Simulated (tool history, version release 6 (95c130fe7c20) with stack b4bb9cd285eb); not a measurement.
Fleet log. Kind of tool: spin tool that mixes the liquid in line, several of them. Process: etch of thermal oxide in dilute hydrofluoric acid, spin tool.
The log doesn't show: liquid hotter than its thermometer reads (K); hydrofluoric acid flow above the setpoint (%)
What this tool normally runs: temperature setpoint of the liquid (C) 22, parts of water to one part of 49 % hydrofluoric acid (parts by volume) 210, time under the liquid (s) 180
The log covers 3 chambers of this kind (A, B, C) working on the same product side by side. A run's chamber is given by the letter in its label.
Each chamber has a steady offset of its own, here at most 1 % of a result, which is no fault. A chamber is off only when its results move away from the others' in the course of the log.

run,hour,temperature setpoint of the liquid (C),parts of water to one part of 49 % hydrofluoric acid (parts by volume),time under the liquid (s),hours since the thermometer was replaced,hours since the hydrofluoric acid flow meter was replaced,"read-back film thickness of the thermal oxide reference wafer, read on the same gauge (nm)",thickness taken off the thermal oxide on a monitor wafer (Å)
1A,2.7,22,210,180,288.4,1148.8,149.98,34.406
2C,7.8,22,210,180,277.4,591.4,149.99,34.303
3B,11.6,22,210,180,603.8,870.1,149.99,33.403
4A,17.4,22,210,180,303.1,1163.5,150.01,33.724
5C,20.1,22,210,180,289.7,603.7,150,34.134
6B,25.2,25.5,165,180,617.4,883.7,150.03,52.118
7B,31,25.5,165,180,623.2,889.5,150.01,51.966
8A,36,25.5,165,180,321.7,1182.1,149.99,51.785
9C,42,22,210,180,311.6,625.6,150.02,33.944
10C,46.9,22,210,180,316.5,630.5,150.02,33.74
11A,51.7,22,210,145,337.4,1197.8,150.01,27.468
12B,57,22,210,145,649.2,915.5,149.98,27.426
13A,61.5,22,210,145,347.2,1207.6,150.01,27.093
14C,66.3,22,210,180,335.9,649.9,149.98,34.001
15B,69.4,22,280,180,661.6,927.9,150,23.757
16B,75.1,22,280,180,667.3,933.6,149.99,23.78
17C,78.7,22,280,180,348.3,662.3,150,24.18
18A,81.5,22,210,180,367.2,1227.6,150.02,34.182
19A,86.2,22,210,180,371.9,1232.3,149.98,33.761
20C,92.2,22,210,180,361.8,675.8,150.03,33.97
21B,97.6,22,265,270,689.8,956.1,150.01,39.007
22B,101.2,22,265,270,693.4,959.7,149.98,38.712
23C,107.3,22,265,270,376.9,690.9,150.01,38.039
24A,110.6,22,210,180,396.3,1256.7,149.96,33.778
25A,114.7,22,210,180,400.4,1260.8,149.99,33.947
26B,117.8,22,210,180,710,976.3,149.96,35.229
27C,122.9,22,210,180,392.5,706.5,149.99,33.969
28A,128.5,22,210,265,414.2,1274.6,149.99,49.917
29C,133.9,22,210,265,403.5,717.5,150.01,48.76
30B,139.6,22,210,265,731.8,998.1,150.01,52.935
31B,144.8,22,210,180,737,1003.3,150.02,36.106
32C,150.8,22,135,180,420.4,734.4,150.02,57.198
33A,154.3,22,135,180,440,1300.4,150,57.313
34B,159.9,22,135,180,752.1,1018.4,150.02,60.376
35A,165.6,22,210,180,451.3,1311.7,150,33.593
36C,170.5,22,210,180,440.1,754.1,149.99,34.342
37B,174.7,22,210,180,766.9,1033.2,150.01,35.941
38A,178.4,22,210,85,464.1,1324.5,149.98,15.932
39C,183,22,210,85,452.6,766.6,150,16.037

Predict what each chamber gives when all 3 of them run the settings below next.
40A,187.4,22,210,180,,,,?
40B,187.4,22,210,180,,,,?
40C,187.4,22,210,180,,,,?

run,thickness taken off the thermal oxide on a monitor wafer (Å)
40A,33.696
40B,35.925
40C,33.895
